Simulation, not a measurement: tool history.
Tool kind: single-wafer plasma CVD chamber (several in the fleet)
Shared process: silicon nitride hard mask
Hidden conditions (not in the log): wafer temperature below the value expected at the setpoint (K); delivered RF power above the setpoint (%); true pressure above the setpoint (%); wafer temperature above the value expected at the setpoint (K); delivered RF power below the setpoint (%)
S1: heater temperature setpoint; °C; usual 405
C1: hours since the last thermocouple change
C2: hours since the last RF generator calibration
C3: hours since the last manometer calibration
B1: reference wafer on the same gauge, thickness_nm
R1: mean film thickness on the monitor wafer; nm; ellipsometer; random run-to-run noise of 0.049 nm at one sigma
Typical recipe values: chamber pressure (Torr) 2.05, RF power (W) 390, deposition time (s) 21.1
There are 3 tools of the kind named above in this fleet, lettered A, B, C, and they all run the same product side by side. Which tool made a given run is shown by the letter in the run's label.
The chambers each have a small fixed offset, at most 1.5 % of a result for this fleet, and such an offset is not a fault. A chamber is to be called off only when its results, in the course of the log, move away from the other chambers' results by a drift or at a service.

{"run": "1B", "hour": 8.8, "S1": 405, "chamber pressure (Torr)": 2.05, "RF power (W)": 390, "deposition time (s)": 21.1, "C1": 1284.7, "C2": 187.7, "C3": 628.9, "B1": 35.413, "R1": 30.284}
{"run": "2C", "hour": 17.0, "S1": 405, "chamber pressure (Torr)": 2.05, "RF power (W)": 390, "deposition time (s)": 21.1, "C1": 1411, "C2": 581, "C3": 242, "B1": 35.413, "R1": 30.607}
{"run": "3A", "hour": 24.1, "S1": 405, "chamber pressure (Torr)": 2.05, "RF power (W)": 390, "deposition time (s)": 21.1, "C1": 71.7, "C2": 255.6, "C3": 68.3, "B1": 35.428, "R1": 31.075}
{"run": "4B", "hour": 32.5, "S1": 405, "chamber pressure (Torr)": 2.05, "RF power (W)": 390, "deposition time (s)": 21.1, "C1": 1308.4, "C2": 211.4, "C3": 652.6, "B1": 35.432, "R1": 30.305}
{"run": "5C", "hour": 40.4, "S1": 405, "chamber pressure (Torr)": 2.05, "RF power (W)": 325, "deposition time (s)": 21.1, "C1": 1434.4, "C2": 604.4, "C3": 265.4, "B1": 35.448, "R1": 27.361}
{"run": "6A", "hour": 47.7, "S1": 405, "chamber pressure (Torr)": 2.05, "RF power (W)": 325, "deposition time (s)": 21.1, "C1": 95.3, "C2": 279.2, "C3": 91.9, "B1": 35.442, "R1": 27.815}
{"run": "7A", "hour": 59.8, "S1": 405, "chamber pressure (Torr)": 2.05, "RF power (W)": 325, "deposition time (s)": 21.1, "C1": 107.4, "C2": 291.3, "C3": 104, "B1": 35.454, "R1": 27.757}
{"run": "8B", "hour": 70.7, "S1": 405, "chamber pressure (Torr)": 2.05, "RF power (W)": 390, "deposition time (s)": 21.1, "C1": 1346.6, "C2": 249.6, "C3": 690.8, "B1": 35.455, "R1": 30.36}
{"run": "9C", "hour": 79.8, "S1": 405, "chamber pressure (Torr)": 2.05, "RF power (W)": 390, "deposition time (s)": 21.1, "C1": 1473.8, "C2": 643.8, "C3": 304.8, "B1": 35.447, "R1": 30.671}
{"hour": 87.7, "done": "chamber C: thermocouple changed; heater temperature recalibrated"}
{"run": "10C", "hour": 89.1, "S1": 405, "chamber pressure (Torr)": 2.05, "RF power (W)": 390, "deposition time (s)": 21.1, "C1": 1.4, "C2": 653.1, "C3": 314.1, "B1": 35.46, "R1": 30.708}
{"run": "11B", "hour": 95.1, "S1": 405, "chamber pressure (Torr)": 2.05, "RF power (W)": 390, "deposition time (s)": 21.1, "C1": 1371, "C2": 274, "C3": 715.2, "B1": 35.47, "R1": 30.349}
{"run": "12A", "hour": 102.8, "S1": 405, "chamber pressure (Torr)": 2.05, "RF power (W)": 390, "deposition time (s)": 21.1, "C1": 150.4, "C2": 334.3, "C3": 147, "B1": 35.49, "R1": 31.03}
{"run": "13B", "hour": 111.4, "S1": 405, "chamber pressure (Torr)": 2.05, "RF power (W)": 390, "deposition time (s)": 19.4, "C1": 1387.3, "C2": 290.3, "C3": 731.5, "B1": 35.491, "R1": 27.886}
{"run": "14A", "hour": 118.9, "S1": 405, "chamber pressure (Torr)": 2.05, "RF power (W)": 390, "deposition time (s)": 19.4, "C1": 166.5, "C2": 350.4, "C3": 163.1, "B1": 35.49, "R1": 28.645}
{"run": "15C", "hour": 125.7, "S1": 405, "chamber pressure (Torr)": 2.05, "RF power (W)": 390, "deposition time (s)": 19.4, "C1": 38, "C2": 689.7, "C3": 350.7, "B1": 35.48, "R1": 28.32}
{"run": "16C", "hour": 138.3, "S1": 405, "chamber pressure (Torr)": 2.05, "RF power (W)": 390, "deposition time (s)": 21.1, "C1": 50.6, "C2": 702.3, "C3": 363.3, "B1": 35.495, "R1": 30.712}
{"run": "17B", "hour": 145.6, "S1": 405, "chamber pressure (Torr)": 2.05, "RF power (W)": 390, "deposition time (s)": 21.1, "C1": 1421.5, "C2": 324.5, "C3": 765.7, "B1": 35.511, "R1": 30.384}
{"run": "18A", "hour": 152.3, "S1": 405, "chamber pressure (Torr)": 2.05, "RF power (W)": 390, "deposition time (s)": 21.1, "C1": 199.9, "C2": 383.8, "C3": 196.5, "B1": 35.52, "R1": 31.122}
{"run": "19C", "hour": 163.0, "S1": 405, "chamber pressure (Torr)": 2.05, "RF power (W)": 390, "deposition time (s)": 21.1, "C1": 75.3, "C2": 727, "C3": 388, "B1": 35.525, "R1": 30.787}
{"run": "20A", "hour": 174.2, "S1": 405, "chamber pressure (Torr)": 2.05, "RF power (W)": 390, "deposition time (s)": 21.1, "C1": 221.8, "C2": 405.7, "C3": 218.4, "B1": 35.529, "R1": 31.137}
{"run": "21B", "hour": 180.4, "S1": 413, "chamber pressure (Torr)": 2.05, "RF power (W)": 340, "deposition time (s)": 21.1, "C1": 1456.3, "C2": 359.3, "C3": 800.5, "B1": 35.538, "R1": 27.939}
{"run": "22B", "hour": 192.0, "S1": 413, "chamber pressure (Torr)": 2.05, "RF power (W)": 340, "deposition time (s)": 21.1, "C1": 1467.9, "C2": 370.9, "C3": 812.1, "B1": 35.549, "R1": 27.788}
{"run": "23A", "hour": 201.6, "S1": 413, "chamber pressure (Torr)": 2.05, "RF power (W)": 340, "deposition time (s)": 21.1, "C1": 249.2, "C2": 433.1, "C3": 245.8, "B1": 35.564, "R1": 28.531}
{"run": "24C", "hour": 209.2, "S1": 413, "chamber pressure (Torr)": 2.05, "RF power (W)": 390, "deposition time (s)": 21.1, "C1": 121.5, "C2": 773.2, "C3": 434.2, "B1": 35.552, "R1": 30.62}
{"run": "25B", "hour": 219.4, "S1": 413, "chamber pressure (Torr)": 2.05, "RF power (W)": 390, "deposition time (s)": 21.1, "C1": 1495.3, "C2": 398.3, "C3": 839.5, "B1": 35.582, "R1": 30.184}
{"run": "26C", "hour": 228.1, "S1": 413, "chamber pressure (Torr)": 2.05, "RF power (W)": 390, "deposition time (s)": 21.1, "C1": 140.4, "C2": 792.1, "C3": 453.1, "B1": 35.575, "R1": 30.654}
{"run": "27A", "hour": 234.5, "S1": 405, "chamber pressure (Torr)": 2.05, "RF power (W)": 390, "deposition time (s)": 21.1, "C1": 282.1, "C2": 466, "C3": 278.7, "B1": 35.568, "R1": 31.327}
{"run": "28C", "hour": 245.7, "S1": 405, "chamber pressure (Torr)": 2.05, "RF power (W)": 390, "deposition time (s)": 21.1, "C1": 158, "C2": 809.7, "C3": 470.7, "B1": 35.583, "R1": 30.859}
{"run": "29A", "hour": 256.4, "S1": 405, "chamber pressure (Torr)": 2.05, "RF power (W)": 390, "deposition time (s)": 21.1, "C1": 304, "C2": 487.9, "C3": 300.6, "B1": 35.597, "R1": 31.259}
{"run": "30B", "hour": 264.6, "S1": 405, "chamber pressure (Torr)": 2.05, "RF power (W)": 390, "deposition time (s)": 21.1, "C1": 1540.5, "C2": 443.5, "C3": 884.7, "B1": 35.61, "R1": 30.473}
{"run": "31A", "hour": 271.4, "S1": 405, "chamber pressure (Torr)": 2.05, "RF power (W)": 390, "deposition time (s)": 21.1, "C1": 319, "C2": 502.9, "C3": 315.6, "B1": 35.593, "R1": 31.23}
{"run": "32B", "hour": 281.8, "S1": 405, "chamber pressure (Torr)": 2.05, "RF power (W)": 390, "deposition time (s)": 21.1, "C1": 1557.7, "C2": 460.7, "C3": 901.9, "B1": 35.608, "R1": 30.459}
{"run": "33C", "hour": 292.7, "S1": 405, "chamber pressure (Torr)": 2.05, "RF power (W)": 390, "deposition time (s)": 21.1, "C1": 205, "C2": 856.7, "C3": 517.7, "B1": 35.629, "R1": 30.799}

Next, all 3 chambers run the settings below, one line each with question marks for the results. What does each chamber give?
{"run": "34A", "hour": 302.5, "S1": 405, "chamber pressure (Torr)": 2.05, "RF power (W)": 425, "deposition time (s)": 21.1, "R1": "?"}
{"run": "34B", "hour": 302.5, "S1": 405, "chamber pressure (Torr)": 2.05, "RF power (W)": 425, "deposition time (s)": 21.1, "R1": "?"}
{"run": "34C", "hour": 302.5, "S1": 405, "chamber pressure (Torr)": 2.05, "RF power (W)": 425, "deposition time (s)": 21.1, "R1": "?"}

run=34A R1=32.746
run=34B R1=31.928
run=34C R1=32.43

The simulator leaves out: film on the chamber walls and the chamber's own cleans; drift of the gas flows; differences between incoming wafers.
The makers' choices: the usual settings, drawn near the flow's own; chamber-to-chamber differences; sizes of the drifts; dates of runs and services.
